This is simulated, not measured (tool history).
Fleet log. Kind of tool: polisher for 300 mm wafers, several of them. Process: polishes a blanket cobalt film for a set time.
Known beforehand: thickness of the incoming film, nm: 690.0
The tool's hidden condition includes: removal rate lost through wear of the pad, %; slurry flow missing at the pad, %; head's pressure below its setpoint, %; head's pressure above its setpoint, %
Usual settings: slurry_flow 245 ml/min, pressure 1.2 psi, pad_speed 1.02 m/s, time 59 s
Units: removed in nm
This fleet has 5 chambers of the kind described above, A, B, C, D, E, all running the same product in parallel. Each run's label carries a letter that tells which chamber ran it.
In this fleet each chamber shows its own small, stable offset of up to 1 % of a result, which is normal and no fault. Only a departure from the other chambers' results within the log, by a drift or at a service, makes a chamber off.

run,hour,slurry_flow,pressure,pad_speed,time,wafers polished on this pad,hours since the slurry nozzle was cleaned,hours since the head pressure was calibrated,removed
# hour 4.8: chamber E: worn pad replaced by a new one
1C,6.3,245,1.2,1.02,59,655,408.2,967.5,151.330
# hour 7.2: chamber C: slurry nozzle cleaned
# hour 14.4: chamber C: worn pad replaced by a new one
2E,16.2,245,1.2,1.02,59,120,387.1,963.7,154.060
3D,23.1,245,1.2,1.02,59,1348,25.9,191.2,157.070
4A,29.0,245,1.2,1.02,59,345,613.6,240.9,154.340
5B,36.3,245,1.2,1.02,59,885,236.3,257.0,155.590
# hour 37.6: chamber E: slurry nozzle cleaned
# hour 44.4: chamber D: worn pad replaced by a new one
6A,45.9,245,1.2,1.02,59,523,630.5,257.8,152.840
# hour 46.4: chamber E: head pressure recalibrated
# hour 46.4: chamber A: slurry nozzle cleaned
7E,55.5,245,1.2,1.02,59,534,17.9,9.1,153.870
# hour 59.7: chamber A: worn pad replaced by a new one
8D,64.2,245,1.2,1.02,59,209,67.0,232.3,158.670
9C,72.0,245,1.2,1.02,59,607,64.9,1033.2,154.140
# hour 77.7: chamber C: worn pad replaced by a new one
10B,78.9,245,1.2,1.02,59,1333,278.9,299.6,155.920
# hour 88.6: chamber B: slurry nozzle cleaned
11A,89.8,245,1.2,1.02,59,317,43.5,301.7,155.790
# hour 97.7: chamber B: worn pad replaced by a new one
12C,101.2,245,1.2,0.74,59,248,94.1,1062.4,110.840
13E,107.0,245,1.2,0.74,59,1077,69.4,60.6,111.540
14B,115.4,245,1.2,0.74,59,187,26.8,336.1,111.790
15D,124.1,245,1.2,0.74,59,840,126.9,292.2,113.210
16B,129.5,245,1.2,0.74,59,335,40.9,350.2,112.250
# hour 133.7: chamber E: worn pad replaced by a new one
17D,136.1,245,1.2,1.02,59,966,138.9,304.2,153.250
# hour 136.9: chamber A: worn pad replaced by a new one
# hour 140.8: chamber C: worn pad replaced by a new one
18A,141.4,245,1.2,1.02,59,47,95.1,353.3,157.260
19C,151.7,245,1.2,1.02,59,115,144.6,1112.9,153.940
20E,160.6,315,1.2,1.02,52,283,123.0,114.2,137.850
# hour 166.2: chamber D: worn pad replaced by a new one
21A,169.9,315,1.2,1.02,52,348,123.6,381.8,140.170
# hour 172.4: chamber D: head pressure recalibrated
22E,175.2,315,1.2,1.02,52,437,137.6,128.8,139.500
23D,185.2,315,1.2,1.02,52,200,188.0,12.9,140.000
24C,194.4,315,1.2,1.02,52,565,187.3,1155.6,138.460
25B,205.9,245,1.2,1.02,59,1140,117.3,426.6,154.620
# hour 210.7: chamber C: worn pad replaced by a new one
26D,213.7,245,1.2,1.02,59,500,216.5,41.4,154.760
# hour 214.4: chamber A: worn pad replaced by a new one
27B,224.7,245,1.2,1.02,59,1338,136.1,445.4,153.430
28A,230.5,245,1.2,1.02,59,170,184.2,442.4,157.480
29C,241.4,245,1.2,1.02,59,324,234.3,1202.6,152.120
# hour 245.4: chamber B: head pressure recalibrated
30E,251.5,245,1.0,1.36,59,1241,213.9,205.1,168.970
# hour 251.9: chamber B: worn pad replaced by a new one
31B,258.5,245,1.0,1.36,59,70,169.9,13.2,170.110
32D,269.3,245,1.0,1.36,59,1086,272.1,97.0,175.330
33E,275.0,245,1.0,1.36,59,1488,237.4,228.6,169.070
# hour 279.1: chamber C: worn pad replaced by a new one
# hour 283.1: chamber A: worn pad replaced by a new one
34A,285.7,245,1.0,1.36,59,27,239.4,497.6,175.820
35C,294.3,245,1.2,1.02,59,160,287.2,1255.5,150.140

Read the log: is a single chamber off, either drifting away or since a service, is the gauge that measures every chamber drifting, or is nothing wrong beyond small per-chamber offsets? Name any odd chamber and what most likely caused it.

Nothing is wrong: each chamber keeps only its own small, steady offset and the gauge holds still.
